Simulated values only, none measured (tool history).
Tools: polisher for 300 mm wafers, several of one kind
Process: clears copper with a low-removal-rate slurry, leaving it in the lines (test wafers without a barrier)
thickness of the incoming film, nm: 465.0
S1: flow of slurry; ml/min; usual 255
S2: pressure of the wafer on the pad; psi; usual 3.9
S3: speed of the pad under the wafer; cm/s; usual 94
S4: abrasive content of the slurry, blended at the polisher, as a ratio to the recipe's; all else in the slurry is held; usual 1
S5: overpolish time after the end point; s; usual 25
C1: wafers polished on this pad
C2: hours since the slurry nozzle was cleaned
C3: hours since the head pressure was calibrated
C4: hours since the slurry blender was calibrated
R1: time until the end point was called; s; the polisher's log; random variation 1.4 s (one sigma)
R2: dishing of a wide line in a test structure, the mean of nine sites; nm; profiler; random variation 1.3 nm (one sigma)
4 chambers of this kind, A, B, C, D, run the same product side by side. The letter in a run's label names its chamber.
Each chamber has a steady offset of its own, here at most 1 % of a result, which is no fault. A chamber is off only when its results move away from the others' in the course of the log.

run   hour   S1   S2  S3  S4  S5    C1     C2      C3     C4      R1      R2
 1A    2.2  255  3.9  94   1  25   105  862.3   924.4  517.1  149.44  53.973
 2B    4.7  255  3.9  94   1  25   868  264.7   277.4  361.8  146.07  53.391
 3D    6.8  255  3.9  94   1  25  1446  493.8    54.1  324.0  146.48  52.251
 4C   11.5  255  3.9  94   1  25   753  290.5    15.3  323.4  149.01  53.630
 5B   16.1  255  3.9  94   1  25   953  276.1   288.8  373.2  145.69  53.210
 6D   20.1  255  3.9  94   1  25  1546  507.1    67.4  337.3  146.02  54.479
      21.0  -- chamber A: slurry nozzle cleaned
 7A   22.2  255  3.9  94   1  25   255    1.2   944.4  537.1  145.57  53.341
 8C   25.8  255  3.9  94   1  25   860  304.8    29.6  337.7  144.25  51.929
      27.7  -- chamber D: worn pad replaced by a new one
 9B   29.5  255  2.9  94   1  36  1054  289.5   302.2  386.6  195.85  59.252
      33.8  -- chamber A: slurry blender recalibrated
10A   34.1  255  2.9  94   1  36   345   13.1   956.3    0.3  197.92  57.768
11D   36.9  255  2.9  94   1  36    69  523.9    84.2  354.1  194.26  57.533
      38.0  -- chamber D: slurry nozzle cleaned
12C   40.0  255  2.9  94   1  36   966  319.0    43.8  351.9  197.80  57.757
13B   44.0  255  3.9  94   1  25  1162  304.0   316.7  401.1  145.33  54.490
14A   48.5  255  3.9  94   1  25   453   27.5   970.7   14.7  147.96  55.830
      50.6  -- chamber C: worn pad replaced by a new one
15D   53.1  255  3.9  94   1  25   190   15.1   100.4  370.3  146.12  56.704
16C   56.9  255  3.9  94   1  25    47  335.9    60.7  368.8  147.35  56.691
17A   59.5  215  3.2  94   1  25   535   38.5   981.7   25.7  182.23  44.415
      59.6  -- chamber B: worn pad replaced by a new one
18D   62.2  215  3.2  94   1  25   259   24.2   109.5  379.4  178.14  44.202
19B   66.1  215  3.2  94   1  25    49  326.1   338.8  423.2  181.05  43.726
20C   69.1  215  3.2  94   1  25   139  348.1    72.9  381.0  182.11  44.075
21D   72.7  255  3.9  94   1  25   337   34.7   120.0  389.9  145.01  54.618
22C   75.5  255  3.9  94   1  25   187  354.5    79.3  387.4  144.83  50.848
23A   80.2  255  3.9  94   1  25   690   59.2  1002.4   46.4  145.53  54.171
24B   83.1  255  3.9  94   1  25   176  343.1   355.8  440.2  146.92  55.652
25B   85.9  255  3.9  94   1  25   197  345.9   358.6  443.0  147.16  55.463
26C   88.9  255  3.9  94   1  25   287  367.9    92.7  400.8  146.09  55.172
27D   91.1  255  3.9  94   1  25   475   53.1   138.4  408.3  147.00  54.984
28A   93.4  255  3.9  94   1  25   789   72.4  1015.6   59.6  150.21  56.248
29D   97.6  255  3.9  94   1  25   524   59.6   144.9  414.8  144.73  56.351
30B  100.9  255  3.9  94   1  25   310  360.9   373.6  458.0  144.34  53.524
31A  103.7  255  3.9  94   1  25   867   82.7  1025.9   69.9  148.91  55.325
32C  108.3  255  3.9  94   1  25   433  387.3   112.1  420.2  147.74  55.322
     111.1  -- chamber A: worn pad replaced by a new one
33B  112.8  255  3.9  94   1  25   399  372.8   385.5  469.9  145.49  54.647
34C  116.0  255  3.9  94   1  25   491  395.0   119.8  427.9  146.11  54.376
35A  118.8  255  3.9  94   1  25    58   97.8  1041.0   85.0  147.53  55.548
36D  122.4  255  3.9  94   1  25   710   84.4   169.7  439.6  146.45  52.573
37D  126.2  255  3.9  94   1  25   739   88.2   173.5  443.4  146.94  55.063
38C  128.6  255  3.9  94   1  25   585  407.6   132.4  440.5  144.56  53.549

All 4 chambers run these settings next. Forecast each chamber's results:
39A  132.0  255  3.9  94   1  25                   ?   ?
39B  132.0  255  3.9  94   1  25                   ?   ?
39C  132.0  255  3.9  94   1  25                   ?   ?
39D  132.0  255  3.9  94   1  25                   ?   ?

run      R1      R2
39A  146.16  55.296
39B  143.57  55.818
39C  145.55  54.083
39D  146.67  53.189

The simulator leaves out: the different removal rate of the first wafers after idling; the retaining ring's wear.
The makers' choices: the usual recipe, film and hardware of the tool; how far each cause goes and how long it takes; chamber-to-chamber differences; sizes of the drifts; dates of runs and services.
